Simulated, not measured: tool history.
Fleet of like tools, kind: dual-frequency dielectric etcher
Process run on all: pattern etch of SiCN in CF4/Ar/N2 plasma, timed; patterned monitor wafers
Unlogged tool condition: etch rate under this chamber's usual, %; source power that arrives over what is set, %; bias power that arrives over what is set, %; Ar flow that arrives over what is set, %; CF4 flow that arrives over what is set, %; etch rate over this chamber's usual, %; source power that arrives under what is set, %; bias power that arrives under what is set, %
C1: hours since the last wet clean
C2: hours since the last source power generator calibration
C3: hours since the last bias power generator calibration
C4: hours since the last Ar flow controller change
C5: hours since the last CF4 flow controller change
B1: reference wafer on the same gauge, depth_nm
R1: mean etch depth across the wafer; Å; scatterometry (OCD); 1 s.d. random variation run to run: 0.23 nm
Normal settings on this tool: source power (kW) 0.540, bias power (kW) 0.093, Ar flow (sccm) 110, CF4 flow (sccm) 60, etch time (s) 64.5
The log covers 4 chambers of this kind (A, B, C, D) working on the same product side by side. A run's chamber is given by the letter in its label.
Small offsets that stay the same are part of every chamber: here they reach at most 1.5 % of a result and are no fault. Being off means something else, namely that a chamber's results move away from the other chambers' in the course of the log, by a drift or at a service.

run 1A hour=4.4 | source_power_(kW)=0.540 bias_power_(kW)=0.093 Ar_flow_(sccm)=110 CF4_flow_(sccm)=60 etch_time_(s)=64.5 | C1=164.4 C2=1998.3 C3=1831.8 C4=281.2 C5=808.5 | B1=63.725 | R1=680.68
run 2B hour=8.4 | source_power_(kW)=0.540 bias_power_(kW)=0.093 Ar_flow_(sccm)=110 CF4_flow_(sccm)=60 etch_time_(s)=64.5 | C1=200.2 C2=3587.9 C3=147.0 C4=983.3 C5=1831.4 | B1=63.713 | R1=685.28
run 3C hour=12.9 | source_power_(kW)=0.540 bias_power_(kW)=0.093 Ar_flow_(sccm)=110 CF4_flow_(sccm)=60 etch_time_(s)=64.5 | C1=164.3 C2=3418.6 C3=1336.1 C4=935.2 C5=1765.6 | B1=63.724 | R1=696.14
run 4D hour=15.8 | source_power_(kW)=0.540 bias_power_(kW)=0.093 Ar_flow_(sccm)=110 CF4_flow_(sccm)=60 etch_time_(s)=64.5 | C1=24.9 C2=1763.4 C3=1571.4 C4=1493.3 C5=3754.5 | B1=63.703 | R1=690.09
run 5A hour=20.3 | source_power_(kW)=0.540 bias_power_(kW)=0.093 Ar_flow_(sccm)=110 CF4_flow_(sccm)=60 etch_time_(s)=64.5 | C1=180.3 C2=2014.2 C3=1847.7 C4=297.1 C5=824.4 | B1=63.640 | R1=676.36
run 6B hour=25.1 | source_power_(kW)=0.540 bias_power_(kW)=0.093 Ar_flow_(sccm)=110 CF4_flow_(sccm)=60 etch_time_(s)=64.5 | C1=216.9 C2=3604.6 C3=163.7 C4=1000.0 C5=1848.1 | B1=63.699 | R1=685.12
run 7D hour=28.3 | source_power_(kW)=0.540 bias_power_(kW)=0.093 Ar_flow_(sccm)=110 CF4_flow_(sccm)=60 etch_time_(s)=64.5 | C1=37.4 C2=1775.9 C3=1583.9 C4=1505.8 C5=3767.0 | B1=63.691 | R1=689.44
run 8C hour=30.9 | source_power_(kW)=0.540 bias_power_(kW)=0.093 Ar_flow_(sccm)=110 CF4_flow_(sccm)=73 etch_time_(s)=64.5 | C1=182.3 C2=3436.6 C3=1354.1 C4=953.2 C5=1783.6 | B1=63.723 | R1=713.45
run 9B hour=33.4 | source_power_(kW)=0.540 bias_power_(kW)=0.093 Ar_flow_(sccm)=110 CF4_flow_(sccm)=73 etch_time_(s)=64.5 | C1=225.2 C2=3612.9 C3=172.0 C4=1008.3 C5=1856.4 | B1=63.693 | R1=709.18
run 10A hour=37.1 | source_power_(kW)=0.540 bias_power_(kW)=0.093 Ar_flow_(sccm)=110 CF4_flow_(sccm)=73 etch_time_(s)=64.5 | C1=197.1 C2=2031.0 C3=1864.5 C4=313.9 C5=841.2 | B1=63.724 | R1=698.66
run 11D hour=39.8 | source_power_(kW)=0.540 bias_power_(kW)=0.093 Ar_flow_(sccm)=110 CF4_flow_(sccm)=73 etch_time_(s)=64.5 | C1=48.9 C2=1787.4 C3=1595.4 C4=1517.3 C5=3778.5 | B1=63.680 | R1=708.36
run 12C hour=42.8 | source_power_(kW)=0.540 bias_power_(kW)=0.093 Ar_flow_(sccm)=110 CF4_flow_(sccm)=60 etch_time_(s)=64.5 | C1=194.2 C2=3448.5 C3=1366.0 C4=965.1 C5=1795.5 | B1=63.671 | R1=691.27
run 13A hour=47.3 | source_power_(kW)=0.540 bias_power_(kW)=0.093 Ar_flow_(sccm)=110 CF4_flow_(sccm)=60 etch_time_(s)=64.5 | C1=207.3 C2=2041.2 C3=1874.7 C4=324.1 C5=851.4 | B1=63.733 | R1=675.48
-- hour=48.9 chamber B: source power generator calibrated
run 14D hour=52.5 | source_power_(kW)=0.540 bias_power_(kW)=0.071 Ar_flow_(sccm)=110 CF4_flow_(sccm)=60 etch_time_(s)=64.5 | C1=61.6 C2=1800.1 C3=1608.1 C4=1530.0 C5=3791.2 | B1=63.722 | R1=629.32
run 15C hour=57.6 | source_power_(kW)=0.540 bias_power_(kW)=0.071 Ar_flow_(sccm)=110 CF4_flow_(sccm)=60 etch_time_(s)=64.5 | C1=209.0 C2=3463.3 C3=1380.8 C4=979.9 C5=1810.3 | B1=63.694 | R1=628.75
run 16B hour=60.8 | source_power_(kW)=0.540 bias_power_(kW)=0.071 Ar_flow_(sccm)=110 CF4_flow_(sccm)=60 etch_time_(s)=64.5 | C1=252.6 C2=11.9 C3=199.4 C4=1035.7 C5=1883.8 | B1=63.634 | R1=601.07
run 17C hour=65.2 | source_power_(kW)=0.540 bias_power_(kW)=0.071 Ar_flow_(sccm)=110 CF4_flow_(sccm)=60 etch_time_(s)=64.5 | C1=216.6 C2=3470.9 C3=1388.4 C4=987.5 C5=1817.9 | B1=63.711 | R1=629.17
run 18A hour=68.8 | source_power_(kW)=0.540 bias_power_(kW)=0.093 Ar_flow_(sccm)=110 CF4_flow_(sccm)=60 etch_time_(s)=64.5 | C1=228.8 C2=2062.7 C3=1896.2 C4=345.6 C5=872.9 | B1=63.723 | R1=681.71
run 19D hour=73.6 | source_power_(kW)=0.540 bias_power_(kW)=0.093 Ar_flow_(sccm)=110 CF4_flow_(sccm)=60 etch_time_(s)=64.5 | C1=82.7 C2=1821.2 C3=1629.2 C4=1551.1 C5=3812.3 | B1=63.694 | R1=687.43
run 20B hour=77.9 | source_power_(kW)=0.540 bias_power_(kW)=0.093 Ar_flow_(sccm)=110 CF4_flow_(sccm)=60 etch_time_(s)=64.5 | C1=269.7 C2=29.0 C3=216.5 C4=1052.8 C5=1900.9 | B1=63.721 | R1=662.50
run 21C hour=80.6 | source_power_(kW)=0.540 bias_power_(kW)=0.093 Ar_flow_(sccm)=110 CF4_flow_(sccm)=60 etch_time_(s)=64.5 | C1=232.0 C2=3486.3 C3=1403.8 C4=1002.9 C5=1833.3 | B1=63.724 | R1=692.33
run 22A hour=85.0 | source_power_(kW)=0.540 bias_power_(kW)=0.093 Ar_flow_(sccm)=110 CF4_flow_(sccm)=60 etch_time_(s)=64.5 | C1=245.0 C2=2078.9 C3=1912.4 C4=361.8 C5=889.1 | B1=63.678 | R1=674.91
run 23D hour=87.5 | source_power_(kW)=0.540 bias_power_(kW)=0.093 Ar_flow_(sccm)=110 CF4_flow_(sccm)=60 etch_time_(s)=78.0 | C1=96.6 C2=1835.1 C3=1643.1 C4=1565.0 C5=3826.2 | B1=63.729 | R1=831.91
run 24B hour=91.6 | source_power_(kW)=0.540 bias_power_(kW)=0.093 Ar_flow_(sccm)=110 CF4_flow_(sccm)=60 etch_time_(s)=78.0 | C1=283.4 C2=42.7 C3=230.2 C4=1066.5 C5=1914.6 | B1=63.712 | R1=805.11
run 25C hour=94.0 | source_power_(kW)=0.540 bias_power_(kW)=0.093 Ar_flow_(sccm)=110 CF4_flow_(sccm)=60 etch_time_(s)=78.0 | C1=245.4 C2=3499.7 C3=1417.2 C4=1016.3 C5=1846.7 | B1=63.739 | R1=839.61
run 26D hour=98.7 | source_power_(kW)=0.540 bias_power_(kW)=0.093 Ar_flow_(sccm)=110 CF4_flow_(sccm)=60 etch_time_(s)=78.0 | C1=107.8 C2=1846.3 C3=1654.3 C4=1576.2 C5=3837.4 | B1=63.753 | R1=836.64
run 27A hour=103.7 | source_power_(kW)=0.540 bias_power_(kW)=0.093 Ar_flow_(sccm)=110 CF4_flow_(sccm)=60 etch_time_(s)=64.5 | C1=263.7 C2=2097.6 C3=1931.1 C4=380.5 C5=907.8 | B1=63.675 | R1=676.02
run 28B hour=108.3 | source_power_(kW)=0.540 bias_power_(kW)=0.093 Ar_flow_(sccm)=110 CF4_flow_(sccm)=60 etch_time_(s)=64.5 | C1=300.1 C2=59.4 C3=246.9 C4=1083.2 C5=1931.3 | B1=63.636 | R1=667.59

Does one chamber stand apart from the rest, does the shared gauge drift, or is all well apart from small per-chamber offsets? Give the chamber and the most likely cause, where there is one.

A service left chamber B off against the others.
Cause: source power that arrives under what is set, % = 3.79.

Chamber B could run next with any of the 4 candidate recipes listed below; each alters the usual settings, and their results appear as question marks. Which one brings its results back in line with what the other chambers deliver on the usual settings?
Maximum distance from the other chambers' mean on the usual settings for a result to count as in line: R1 8.00 Å
run 29B-1 hour=112.1 | source_power_(kW)=0.540 bias_power_(kW)=0.092 Ar_flow_(sccm)=110 CF4_flow_(sccm)=60 etch_time_(s)=62.5 | R1=?
run 29B-2 hour=112.1 | source_power_(kW)=0.540 bias_power_(kW)=0.101 Ar_flow_(sccm)=110 CF4_flow_(sccm)=60 etch_time_(s)=64.5 | R1=?
run 29B-3 hour=112.1 | source_power_(kW)=0.540 bias_power_(kW)=0.083 Ar_flow_(sccm)=115 CF4_flow_(sccm)=57 etch_time_(s)=64.5 | R1=?
run 29B-4 hour=112.1 | source_power_(kW)=0.540 bias_power_(kW)=0.094 Ar_flow_(sccm)=110 CF4_flow_(sccm)=60 etch_time_(s)=67.5 | R1=?

Usual-settings mean across the other chambers: R1 686.32 Å
run=29B-1 R1=642.23
run=29B-2 R1=686.56
run=29B-3 R1=628.54
run=29B-4 R1=699.23
Change 29B-2 lands the chamber within the allowed miss of the other chambers.
